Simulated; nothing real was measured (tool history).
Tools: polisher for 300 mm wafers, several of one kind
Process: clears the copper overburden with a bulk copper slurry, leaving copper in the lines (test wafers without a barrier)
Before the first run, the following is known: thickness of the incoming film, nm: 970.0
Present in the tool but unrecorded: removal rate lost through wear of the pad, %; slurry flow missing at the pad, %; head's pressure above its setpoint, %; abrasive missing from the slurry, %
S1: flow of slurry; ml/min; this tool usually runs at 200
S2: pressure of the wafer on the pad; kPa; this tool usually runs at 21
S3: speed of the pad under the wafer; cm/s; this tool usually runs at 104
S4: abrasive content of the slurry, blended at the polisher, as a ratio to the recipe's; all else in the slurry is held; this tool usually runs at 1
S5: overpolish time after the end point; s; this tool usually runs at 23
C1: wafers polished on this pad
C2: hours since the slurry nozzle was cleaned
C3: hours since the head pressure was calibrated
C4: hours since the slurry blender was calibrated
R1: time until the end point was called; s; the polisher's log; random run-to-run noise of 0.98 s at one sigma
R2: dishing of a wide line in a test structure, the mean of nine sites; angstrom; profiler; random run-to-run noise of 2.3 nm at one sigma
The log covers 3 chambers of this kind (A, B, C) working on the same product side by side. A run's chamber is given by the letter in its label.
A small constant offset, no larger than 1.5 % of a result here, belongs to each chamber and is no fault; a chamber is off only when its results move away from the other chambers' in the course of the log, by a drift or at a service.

-- hour=1.1 chamber A: worn pad replaced by a new one
run 1A hour=5 | S1=200 S2=21 S3=104 S4=1 S5=23 | C1=44 C2=802.2 C3=266.5 C4=246.1 | R1=103.71 R2=1081.9
run 2B hour=8.7 | S1=200 S2=21 S3=104 S4=1 S5=23 | C1=545 C2=250.8 C3=822.9 C4=111.1 | R1=102.48 R2=1109.6
run 3C hour=15.5 | S1=200 S2=21 S3=104 S4=1 S5=23 | C1=280 C2=156.5 C3=650.5 C4=219.7 | R1=100.21 R2=1087.4
run 4B hour=19 | S1=200 S2=21 S3=104 S4=1 S5=23 | C1=662 C2=261.1 C3=833.2 C4=121.4 | R1=102.28 R2=1078.4
-- hour=24.8 chamber A: slurry nozzle cleaned
run 5A hour=25.2 | S1=200 S2=21 S3=104 S4=1 S5=23 | C1=273 C2=0.4 C3=286.7 C4=266.3 | R1=103.82 R2=1112.3
run 6C hour=31.6 | S1=200 S2=21 S3=104 S4=1 S5=23 | C1=461 C2=172.6 C3=666.6 C4=235.8 | R1=102.13 R2=1101.8
-- hour=35.4 chamber A: slurry blender recalibrated
-- hour=36 chamber C: worn pad replaced by a new one
run 7A hour=37.3 | S1=200 S2=21 S3=104 S4=1 S5=36 | C1=409 C2=12.5 C3=298.8 C4=1.9 | R1=102.32 R2=1331.8
run 8B hour=41.7 | S1=200 S2=21 S3=104 S4=1 S5=36 | C1=918 C2=283.8 C3=855.9 C4=144.1 | R1=102.85 R2=1300.7
-- hour=45.7 chamber A: worn pad replaced by a new one
run 9C hour=48.4 | S1=200 S2=21 S3=104 S4=1 S5=36 | C1=140 C2=189.4 C3=683.4 C4=252.6 | R1=102.7 R2=1311.2
-- hour=51 chamber C: head pressure recalibrated
run 10B hour=52.6 | S1=200 S2=21 S3=104 S4=1 S5=23 | C1=1041 C2=294.7 C3=866.8 C4=155 | R1=101.82 R2=1053.2
run 11C hour=59.6 | S1=200 S2=21 S3=104 S4=1 S5=23 | C1=267 C2=200.6 C3=8.7 C4=263.8 | R1=92.957 R2=1198.6
run 12A hour=63.9 | S1=200 S2=21 S3=104 S4=1 S5=23 | C1=206 C2=39.1 C3=325.4 C4=28.5 | R1=101.6 R2=1102
run 13C hour=67.7 | S1=200 S2=21 S3=104 S4=1 S5=16 | C1=358 C2=208.7 C3=16.8 C4=271.9 | R1=92.097 R2=894.43
run 14A hour=72 | S1=200 S2=21 S3=104 S4=1 S5=16 | C1=298 C2=47.2 C3=333.5 C4=36.6 | R1=101.09 R2=865.87
run 15B hour=76.8 | S1=200 S2=21 S3=104 S4=1 S5=16 | C1=1315 C2=318.9 C3=891 C4=179.2 | R1=103.37 R2=862.63
-- hour=78.8 chamber B: slurry blender recalibrated
run 16B hour=81.2 | S1=200 S2=21 S3=104 S4=1 S5=23 | C1=1364 C2=323.3 C3=895.4 C4=2.4 | R1=101.8 R2=1068.3
-- hour=84.1 chamber C: worn pad replaced by a new one
run 17C hour=84.7 | S1=200 S2=21 S3=104 S4=1 S5=23 | C1=7 C2=225.7 C3=33.8 C4=288.9 | R1=93.301 R2=1159.4
run 18A hour=88.1 | S1=200 S2=21 S3=104 S4=1 S5=23 | C1=480 C2=63.3 C3=349.6 C4=52.7 | R1=100.76 R2=1076.6
-- hour=89.1 chamber A: worn pad replaced by a new one
-- hour=89.6 chamber B: worn pad replaced by a new one
run 19A hour=93.6 | S1=200 S2=21 S3=104 S4=1 S5=23 | C1=51 C2=68.8 C3=355.1 C4=58.2 | R1=102.26 R2=1119.8
run 20C hour=101.4 | S1=200 S2=21 S3=104 S4=1 S5=23 | C1=196 C2=242.4 C3=50.5 C4=305.6 | R1=93.676 R2=1142.9
run 21B hour=108.4 | S1=200 S2=21 S3=104 S4=1 S5=23 | C1=212 C2=350.5 C3=922.6 C4=29.6 | R1=100.81 R2=1113.9

Predict what each chamber gives when all 3 of them run the settings below next.
run 22A hour=114 | S1=235 S2=21 S3=104 S4=1 S5=23 | R1=? R2=?
run 22B hour=114 | S1=235 S2=21 S3=104 S4=1 S5=23 | R1=? R2=?
run 22C hour=114 | S1=235 S2=21 S3=104 S4=1 S5=23 | R1=? R2=?

run=22A R1=100.36 R2=1072.9
run=22B R1=99.759 R2=1101.4
run=22C R1=92.872 R2=1135

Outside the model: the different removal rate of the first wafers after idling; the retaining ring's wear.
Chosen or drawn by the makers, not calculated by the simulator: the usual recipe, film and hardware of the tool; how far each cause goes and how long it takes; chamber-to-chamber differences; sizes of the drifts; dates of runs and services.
